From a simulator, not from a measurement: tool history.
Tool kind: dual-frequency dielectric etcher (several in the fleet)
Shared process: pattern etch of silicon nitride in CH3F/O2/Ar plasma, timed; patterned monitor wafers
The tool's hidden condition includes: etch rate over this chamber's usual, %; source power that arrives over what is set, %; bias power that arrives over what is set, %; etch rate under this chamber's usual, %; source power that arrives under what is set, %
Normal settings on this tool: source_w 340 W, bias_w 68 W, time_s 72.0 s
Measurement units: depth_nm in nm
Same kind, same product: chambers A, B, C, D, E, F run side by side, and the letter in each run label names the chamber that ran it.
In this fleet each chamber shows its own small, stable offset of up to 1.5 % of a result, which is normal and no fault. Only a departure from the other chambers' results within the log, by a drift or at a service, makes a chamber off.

run,day,source_w,bias_w,time_s,hours since the last wet clean,hours since the last source power generator calibration,hours since the last bias power generator calibration,"read-back reference wafer on the same gauge, depth_nm",depth_nm
1B,0.217,340,68,72.0,95.5,72.1,2422.2,42.358,46.697
2C,0.500,340,68,72.0,608.8,2412.0,3283.9,42.474,47.040
3F,0.771,340,68,72.0,88.9,449.3,753.4,42.427,46.189
4E,1.004,340,68,72.0,268.3,2734.6,654.4,42.390,46.166
5D,1.342,340,68,72.0,263.6,981.1,535.9,42.418,46.375
6A,1.658,340,68,72.0,233.8,268.3,173.5,42.455,45.733
7B,1.883,340,68,72.0,135.5,112.1,2462.2,42.432,46.421
8E,2.075,340,68,72.0,294.0,2760.3,680.1,42.318,45.945
9A,2.233,340,68,90.5,247.6,282.1,187.3,42.362,57.781
10D,2.571,340,68,90.5,293.1,1010.6,565.4,42.401,58.032
11F,2.871,340,68,90.5,139.3,499.7,803.8,42.358,58.782
# day 3.108: chamber C: wet clean of the chamber
12C,3.167,340,68,90.5,1.5,2476.0,3347.9,42.379,58.735
13D,3.442,340,68,90.5,314.0,1031.5,586.3,42.434,58.340
14F,3.667,340,68,90.5,158.4,518.8,822.9,42.466,58.006
15E,3.825,340,68,72.0,336.0,2802.3,722.1,42.401,46.176
16A,4.142,340,68,72.0,293.4,327.9,233.1,42.418,46.291
17B,4.317,340,68,72.0,193.9,170.5,2520.6,42.361,46.763
18C,4.571,410,68,72.0,35.2,2509.7,3381.6,42.390,50.481
19A,4.804,410,68,72.0,309.3,343.8,249.0,42.421,48.829
20B,5.108,410,68,72.0,212.9,189.5,2539.6,42.416,49.838
21D,5.400,410,68,72.0,361.0,1078.5,633.3,42.409,49.423
22C,5.675,410,68,72.0,61.7,2536.2,3408.1,42.471,50.600
23F,5.992,410,68,72.0,214.2,574.6,878.7,42.412,50.017
24E,6.183,340,68,72.0,392.6,2858.9,778.7,42.387,46.338
25D,6.442,340,68,72.0,386.0,1103.5,658.3,42.438,45.279
26C,6.754,340,68,72.0,87.6,2562.1,3434.0,42.404,47.029
27A,6.983,340,68,72.0,361.6,396.1,301.3,42.407,45.921
28B,7.250,340,68,72.0,264.3,240.9,2591.0,42.463,46.830
29F,7.550,340,68,72.0,251.6,612.0,916.1,42.408,46.683
30E,7.867,340,68,72.0,433.0,2899.3,819.1,42.420,46.130
31F,8.200,340,68,72.0,267.2,627.6,931.7,42.411,46.199
32E,8.412,340,68,72.0,446.1,2912.4,832.2,42.389,46.464
33A,8.592,340,68,72.0,400.2,434.7,339.9,42.413,45.811
34D,8.883,340,68,72.0,444.6,1162.1,716.9,42.347,44.464
35C,9.083,340,68,72.0,143.5,2618.0,3489.9,42.418,46.963
36B,9.367,340,68,72.0,315.1,291.7,2641.8,42.382,46.197

Decide between three cases: one chamber stands off from its peers, the gauge reading all wafers drifts, or nothing is wrong past each chamber's small offset. Where a chamber is off, say which and what most likely put it there.

One chamber, D, drifts off from the rest bit by bit.
Likeliest cause: etch rate under this chamber's usual, % = 3.69.

Chamber D could run next with any of the 4 candidate recipes listed below; each alters the usual settings, and their results appear as question marks. Which one brings its results back in line with what the other chambers deliver on the usual settings?
A result is in line if it is within this distance of the other chambers' mean on the usual settings: depth_nm 0.990 nm
37D-1,9.612,350,68,77.5,,,,,?
37D-2,9.612,340,69,74.5,,,,,?
37D-3,9.612,320,64,72.0,,,,,?
37D-4,9.612,340,67,66.5,,,,,?

Other chambers, usual settings, mean: depth_nm 46.442 nm
run,depth_nm
37D-1,48.525
37D-2,46.357
37D-3,42.671
37D-4,40.970
37D-2 is the one that brings the chamber's results back in line with the other chambers.
